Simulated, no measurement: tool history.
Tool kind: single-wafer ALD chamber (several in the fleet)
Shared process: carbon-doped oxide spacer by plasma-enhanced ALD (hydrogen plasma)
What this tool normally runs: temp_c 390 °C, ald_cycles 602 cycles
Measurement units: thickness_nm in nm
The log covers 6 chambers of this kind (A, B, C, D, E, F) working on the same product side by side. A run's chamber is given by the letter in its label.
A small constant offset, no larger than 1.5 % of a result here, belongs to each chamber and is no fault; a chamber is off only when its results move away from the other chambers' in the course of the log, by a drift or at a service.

run   hour  temp_c  ald_cycles  read-back reference wafer on the same gauge, thickness_nm  thickness_nm
 1E     10     390         602                                                     24.799        30.186
 2C   21.7     390         602                                                     24.807        29.918
 3D   33.3     390         602                                                     24.817        30.478
 4F   44.8     390         602                                                     24.821         30.29
 5A   56.1     390         602                                                     24.817         30.39
 6B     63     390         602                                                     24.832        30.297
 7A   74.9     390         602                                                     24.841        30.408
 8C   84.4     390         602                                                     24.833        29.952
 9F   92.4     390         602                                                     24.846        30.301
10B   98.5     401         602                                                     24.835        30.181
11E  106.9     401         602                                                     24.849        30.066
12D  113.3     401         602                                                     24.851         30.45
13A  124.3     401         602                                                     24.856        30.213
14E  136.5     401         602                                                     24.858        30.116
15D  146.5     401         602                                                     24.869        30.435
16C  156.1     390         602                                                     24.869        29.979
17B  169.5     390         602                                                     24.866        30.262
18F  183.1     390         602                                                     24.876        30.258
19B  195.5     390         602                                                     24.878        30.276
20C  208.9     390         602                                                     24.885        30.034
21E  222.7     390         602                                                     24.892        30.239
22F  236.2     390         602                                                     24.898        30.332
23A  242.5     390         602                                                     24.893        30.423
24D  251.7     390         602                                                     24.892        30.592
25F  265.1     390         602                                                     24.909         30.36
26A  276.5     390         602                                                     24.907         30.48
27C  284.6     390         602                                                     24.921        30.053
28B  294.4     390         602                                                     24.921        30.402
29E    306     390         602                                                      24.93        30.199
30D  318.2     390         602                                                     24.924        30.506
31C  327.6     390         602                                                     24.938        30.017
32B  338.3     390         602                                                      24.93        30.378
33E  349.4     390         602                                                     24.944        30.345
34F  358.3     390         602                                                     24.945        30.406
35A  369.1     390         602                                                     24.962        30.393
36D  380.4     390         602                                                     24.946        30.592
37E    389     390         602                                                     24.944        30.344

Is one chamber out of step, is the gauge drifting, or do the chambers differ by no more than their own small offsets? For an off chamber, give its letter and the likeliest cause.

Every chamber seems to shift together because the gauge that measures them all drifts; the chambers themselves are fine.
What lies behind it: gauge reads high (%) = 0.648.
